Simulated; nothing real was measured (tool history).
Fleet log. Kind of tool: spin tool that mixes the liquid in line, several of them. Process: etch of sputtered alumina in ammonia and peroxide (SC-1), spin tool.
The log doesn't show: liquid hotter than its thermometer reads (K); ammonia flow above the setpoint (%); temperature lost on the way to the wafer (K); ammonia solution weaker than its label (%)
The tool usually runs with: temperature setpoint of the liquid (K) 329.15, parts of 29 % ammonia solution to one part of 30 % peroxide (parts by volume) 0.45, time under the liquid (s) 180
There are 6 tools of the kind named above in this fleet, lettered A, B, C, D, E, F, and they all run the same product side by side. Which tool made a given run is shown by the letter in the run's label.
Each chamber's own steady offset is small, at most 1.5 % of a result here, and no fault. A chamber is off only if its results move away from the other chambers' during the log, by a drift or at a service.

| run | hour | temperature setpoint of the liquid (K) | parts of 29 % ammonia solution to one part of 30 % peroxide (parts by volume) | time under the liquid (s) | hours since the thermometer was replaced | hours since the ammonia flow meter was replaced | hours since the heated supply line was repaired | hours since the drum of ammonia solution was connected | read-back film thickness of the sputtered alumina reference wafer, read on the same gauge (nm) | thickness taken off the sputtered alumina on a monitor wafer (angstrom) |
|---|---|---|---|---|---|---|---|---|---|---|
| 1D | 7.5 | 329.15 | 0.45 | 180 | 716.7 | 508.6 | 726.8 | 623.4 | 119.99 | 148.32 |
|  | 18.0 | chamber B: heated supply line repaired |
| 2F | 18.4 | 329.15 | 0.45 | 180 | 1319.8 | 1574.9 | 683.0 | 655.3 | 120.01 | 148.03 |
| 3A | 29.3 | 329.15 | 0.45 | 180 | 1899.8 | 755.0 | 2831.3 | 502.9 | 119.98 | 149.20 |
| 4E | 36.1 | 329.15 | 0.45 | 180 | 1118.2 | 1492.0 | 1478.2 | 274.5 | 120.01 | 148.85 |
| 5C | 45.6 | 329.15 | 0.45 | 180 | 2012.3 | 912.8 | 2035.5 | 394.4 | 119.94 | 147.75 |
|  | 50.2 | chamber C: thermometer replaced |
|  | 52.8 | chamber A: thermometer replaced |
| 6B | 55.8 | 329.15 | 0.45 | 180 | 1295.9 | 336.9 | 37.9 | 412.8 | 119.99 | 145.06 |
| 7B | 64.0 | 329.15 | 0.45 | 180 | 1304.1 | 345.1 | 46.1 | 421.0 | 120.01 | 146.24 |
| 8C | 72.1 | 329.15 | 0.45 | 180 | 22.0 | 939.3 | 2062.0 | 420.9 | 120.01 | 147.39 |
| 9F | 83.4 | 329.15 | 0.45 | 180 | 1384.8 | 1639.9 | 748.0 | 720.3 | 119.99 | 148.81 |
|  | 85.4 | chamber F: new drum of ammonia solution connected |
| 10A | 90.7 | 329.15 | 0.45 | 180 | 38.0 | 816.4 | 2892.7 | 564.3 | 119.98 | 151.25 |
|  | 95.3 | chamber A: new drum of ammonia solution connected |
| 11D | 100.3 | 329.15 | 0.45 | 180 | 809.5 | 601.4 | 819.6 | 716.2 | 119.99 | 150.24 |
| 12E | 106.1 | 329.15 | 0.45 | 180 | 1188.2 | 1562.0 | 1548.2 | 344.5 | 120.03 | 148.92 |
|  | 107.2 | chamber C: new drum of ammonia solution connected |
|  | 114.1 | chamber B: new drum of ammonia solution connected |
| 13E | 117.7 | 329.15 | 0.45 | 180 | 1199.8 | 1573.6 | 1559.8 | 356.1 | 119.98 | 149.14 |
| 14C | 130.2 | 329.15 | 0.45 | 180 | 80.1 | 997.4 | 2120.1 | 23.1 | 119.97 | 147.63 |
| 15D | 142.5 | 329.15 | 0.45 | 180 | 851.7 | 643.6 | 861.8 | 758.4 | 120.01 | 148.33 |
| 16B | 155.7 | 329.15 | 0.45 | 180 | 1395.8 | 436.8 | 137.8 | 41.6 | 120.05 | 148.21 |
| 17A | 164.1 | 329.15 | 0.45 | 180 | 111.4 | 889.8 | 2966.1 | 68.8 | 120.03 | 149.01 |
| 18F | 173.1 | 329.15 | 0.45 | 180 | 1474.5 | 1729.6 | 837.7 | 87.7 | 120.00 | 148.76 |
| 19D | 185.2 | 329.15 | 0.45 | 180 | 894.4 | 686.3 | 904.5 | 801.1 | 120.01 | 151.16 |
| 20E | 193.8 | 329.15 | 0.45 | 180 | 1275.9 | 1649.7 | 1635.9 | 432.2 | 120.01 | 147.48 |
| 21B | 202.5 | 329.15 | 0.45 | 180 | 1442.6 | 483.6 | 184.6 | 88.4 | 119.96 | 148.60 |
| 22C | 214.1 | 334.65 | 0.35 | 180 | 164.0 | 1081.3 | 2204.0 | 107.0 | 120.02 | 191.06 |
| 23F | 224.5 | 334.65 | 0.35 | 180 | 1525.9 | 1781.0 | 889.1 | 139.1 | 120.03 | 194.81 |
| 24A | 231.8 | 334.65 | 0.35 | 180 | 179.1 | 957.5 | 3033.8 | 136.5 | 119.97 | 194.43 |
| 25C | 238.3 | 334.65 | 0.35 | 180 | 188.2 | 1105.5 | 2228.2 | 131.2 | 120.05 | 191.74 |
| 26B | 251.3 | 334.65 | 0.35 | 180 | 1491.4 | 532.4 | 233.4 | 137.2 | 120.00 | 189.03 |
|  | 258.3 | chamber A: ammonia flow meter replaced |
| 27E | 263.5 | 334.65 | 0.35 | 180 | 1345.6 | 1719.4 | 1705.6 | 501.9 | 120.04 | 193.03 |
| 28A | 271.5 | 329.15 | 0.45 | 180 | 218.8 | 13.3 | 3073.5 | 176.2 | 120.02 | 148.70 |
|  | 277.7 | chamber E: heated supply line repaired |
| 29D | 282.6 | 329.15 | 0.45 | 180 | 991.8 | 783.7 | 1001.9 | 898.5 | 119.97 | 153.09 |
| 30F | 291.3 | 329.15 | 0.45 | 180 | 1592.7 | 1847.8 | 955.9 | 205.9 | 120.03 | 149.19 |
| 31C | 298.1 | 329.15 | 0.45 | 180 | 248.0 | 1165.3 | 2288.0 | 191.0 | 120.03 | 148.51 |
| 32F | 309.0 | 337.65 | 0.25 | 180 | 1610.4 | 1865.5 | 973.6 | 223.6 | 120.00 | 217.82 |
|  | 312.4 | chamber F: ammonia flow meter replaced |
| 33D | 318.6 | 337.65 | 0.25 | 180 | 1027.8 | 819.7 | 1037.9 | 934.5 | 120.00 | 230.10 |
|  | 319.5 | chamber C: heated supply line repaired |
| 34B | 329.0 | 337.65 | 0.25 | 180 | 1569.1 | 610.1 | 311.1 | 214.9 | 119.98 | 213.99 |
|  | 341.5 | chamber D: ammonia flow meter replaced |
| 35E | 342.1 | 337.65 | 0.25 | 180 | 1424.2 | 1798.0 | 64.5 | 580.5 | 119.99 | 221.64 |
| 36A | 351.2 | 337.65 | 0.25 | 180 | 298.5 | 93.0 | 3153.2 | 255.9 | 119.98 | 217.46 |
| 37E | 362.2 | 337.65 | 0.25 | 180 | 1444.3 | 1818.1 | 84.6 | 600.6 | 119.98 | 217.72 |
| 38B | 368.2 | 329.15 | 0.45 | 180 | 1608.3 | 649.3 | 350.3 | 254.1 | 120.03 | 146.68 |
| 39A | 376.5 | 329.15 | 0.35 | 180 | 323.8 | 118.3 | 3178.5 | 281.2 | 120.04 | 143.61 |
| 40D | 387.8 | 329.15 | 0.35 | 180 | 1097.0 | 46.4 | 1107.1 | 1003.7 | 120.01 | 155.77 |
| 41C | 398.8 | 329.15 | 0.35 | 180 | 348.7 | 1266.0 | 79.4 | 291.7 | 120.00 | 144.39 |
| 42F | 410.2 | 329.15 | 0.35 | 180 | 1711.6 | 97.8 | 1074.8 | 324.8 | 119.98 | 145.62 |
| 43E | 422.8 | 329.15 | 0.35 | 180 | 1504.9 | 1878.7 | 145.2 | 661.2 | 120.02 | 145.70 |
| 44D | 431.4 | 329.15 | 0.35 | 180 | 1140.6 | 90.0 | 1150.7 | 1047.3 | 119.99 | 156.07 |

Predict what each chamber gives when all 6 of them run the settings below next.
| 45A | 441.1 | 329.15 | 0.45 | 180 |  |  |  |  |  | ? |
| 45B | 441.1 | 329.15 | 0.45 | 180 |  |  |  |  |  | ? |
| 45C | 441.1 | 329.15 | 0.45 | 180 |  |  |  |  |  | ? |
| 45D | 441.1 | 329.15 | 0.45 | 180 |  |  |  |  |  | ? |
| 45E | 441.1 | 329.15 | 0.45 | 180 |  |  |  |  |  | ? |
| 45F | 441.1 | 329.15 | 0.45 | 180 |  |  |  |  |  | ? |

| run | thickness taken off the sputtered alumina on a monitor wafer (angstrom) |
|---|---|
| 45A | 149.13 |
| 45B | 147.47 |
| 45C | 146.02 |
| 45D | 161.01 |
| 45E | 148.71 |
| 45F | 148.92 |
